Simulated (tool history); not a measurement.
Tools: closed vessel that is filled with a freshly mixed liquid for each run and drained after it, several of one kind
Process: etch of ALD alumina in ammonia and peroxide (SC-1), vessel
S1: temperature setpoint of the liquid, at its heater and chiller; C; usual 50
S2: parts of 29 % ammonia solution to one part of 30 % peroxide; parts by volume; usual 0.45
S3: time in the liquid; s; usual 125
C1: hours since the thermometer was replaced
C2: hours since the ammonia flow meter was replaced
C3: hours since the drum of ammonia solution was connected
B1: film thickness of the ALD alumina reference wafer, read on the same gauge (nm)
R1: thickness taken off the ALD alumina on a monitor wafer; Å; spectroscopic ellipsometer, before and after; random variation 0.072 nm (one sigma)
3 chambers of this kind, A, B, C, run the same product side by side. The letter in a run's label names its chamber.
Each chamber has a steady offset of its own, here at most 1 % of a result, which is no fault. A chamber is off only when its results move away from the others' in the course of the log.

run,day,S1,S2,S3,C1,C2,C3,B1,R1
1A,0.304,50,0.45,125,953.5,1443,847.1,29.999,78.746
2C,0.858,50,0.45,125,897.8,1930.7,498.4,29.99,77.271
3B,1.108,50,0.45,125,548.9,270.7,76.3,29.991,77.55
4B,1.638,50,0.45,125,561.6,283.4,89,29.999,77.572
5A,1.983,50,0.45,125,993.8,1483.3,887.4,30.006,77.432
# day 2.496: chamber C: ammonia flow meter replaced
6C,2.55,50,0.45,125,938.4,1.3,539,30.012,77.66
7B,2.846,50,0.45,125,590.6,312.4,118,29.991,77.993
8C,3.371,50,0.45,125,958.1,21,558.7,29.995,78.625
9A,3.879,50,0.45,125,1039.3,1528.8,932.9,30.01,79.445
10A,4.371,50,0.45,125,1051.1,1540.6,944.7,29.989,79.081
11B,4.788,50,0.35,125,637.2,359,164.6,30.005,76.149
12C,5.179,50,0.35,125,1001.5,64.4,602.1,29.983,76.363
13A,5.508,50,0.35,125,1078.4,1567.9,972,29.976,78.558
14B,5.846,50,0.45,125,662.6,384.4,190,30.011,77.859
15C,6.375,50,0.45,125,1030.2,93.1,630.8,30,78.833
16B,6.788,50,0.45,125,685.2,407,212.6,29.987,78.436
17C,7.171,50,0.45,125,1049.3,112.2,649.9,30.016,78.141
18A,7.6,41,0.45,70,1128.6,1618.1,1022.2,30.005,26.471
19C,7.988,41,0.45,70,1068.9,131.8,669.5,29.983,26.048
20A,8.508,41,0.45,70,1150.4,1639.9,1044,30.012,26.734
21B,8.788,50,0.45,125,733.2,455,260.6,30.006,79.829
22A,9.267,50,0.45,125,1168.6,1658.1,1062.2,30.003,81.086
23B,9.592,50,0.45,125,752.5,474.3,279.9,30.02,77.435
24C,9.862,50,0.45,125,1113.9,176.8,714.5,29.986,77.77
25B,10.196,50,0.45,125,767,488.8,294.4,29.988,77.351
# day 10.612: chamber A: new drum of ammonia solution connected
26C,10.721,50,0.45,125,1134.5,197.4,735.1,30.004,78.462
27A,11.071,50,0.45,125,1211.9,1701.4,11,29.991,81.356
28B,11.55,50,0.45,125,799.5,521.3,326.9,30.02,77.352
# day 11.833: chamber C: new drum of ammonia solution connected
29C,12.104,50,0.45,125,1167.7,230.6,6.5,29.976,79.233
30A,12.429,50,0.45,125,1244.5,1734,43.6,30.021,82.492
31C,12.888,50,0.45,125,1186.5,249.4,25.3,30.018,77.414
32B,13.308,50,0.45,125,841.7,563.5,369.1,30.003,77.907
33A,13.829,50,0.4,125,1278.1,1767.6,77.2,30.007,82.656
34C,14.167,50,0.4,125,1217.2,280.1,56,30.016,76.993
35B,14.442,50,0.4,125,868.9,590.7,396.3,29.975,76.902
36A,14.721,50,0.45,125,1299.5,1789,98.6,29.999,83.933
37B,15.158,50,0.45,60,886.1,607.9,413.5,30.017,37.507
38A,15.55,50,0.45,60,1319.4,1808.9,118.5,29.977,40.818
39C,16.079,50,0.45,60,1263.1,326,101.9,30.004,38.227
40B,16.358,50,0.45,125,914.9,636.7,442.3,29.985,79.572
41C,16.708,50,0.45,125,1278.2,341.1,117,29.978,79.555
# day 16.792: chamber B: ammonia flow meter replaced
42A,17.088,50,0.45,125,1356.3,1845.8,155.4,30.032,85.243
43A,17.408,57.5,0.45,95,1364,1853.5,163.1,29.986,95.372
# day 17.417: chamber B: new drum of ammonia solution connected
44B,17.808,57.5,0.45,95,949.7,24.4,9.4,30.013,89.851

Is one chamber off against the others, does the gauge drift, or is nothing wrong? If a chamber is off, say which, and what the likeliest cause is.

Chamber A drifts away from the others.
Cause: liquid hotter than its thermometer reads (K) = 1.78.

Here are 4 candidates for chamber A's next run, each the usual settings with a change, their results left as question marks. Which one brings its results back in line with what the others give on the usual settings?
In line means no further than this from the other chambers' mean on the usual settings: R1 2.5 Å
45A-1,18.225,49.5,0.45,125,,,,,?
45A-2,18.225,51,0.45,130,,,,,?
45A-3,18.225,49,0.45,120,,,,,?
45A-4,18.225,50.5,0.45,125,,,,,?

The other chambers' mean on the usual settings: R1 78.383 Å
run,R1
45A-1,83.374
45A-2,94.16
45A-3,77.841
45A-4,88.077
45A-3 brings the chamber back in line.

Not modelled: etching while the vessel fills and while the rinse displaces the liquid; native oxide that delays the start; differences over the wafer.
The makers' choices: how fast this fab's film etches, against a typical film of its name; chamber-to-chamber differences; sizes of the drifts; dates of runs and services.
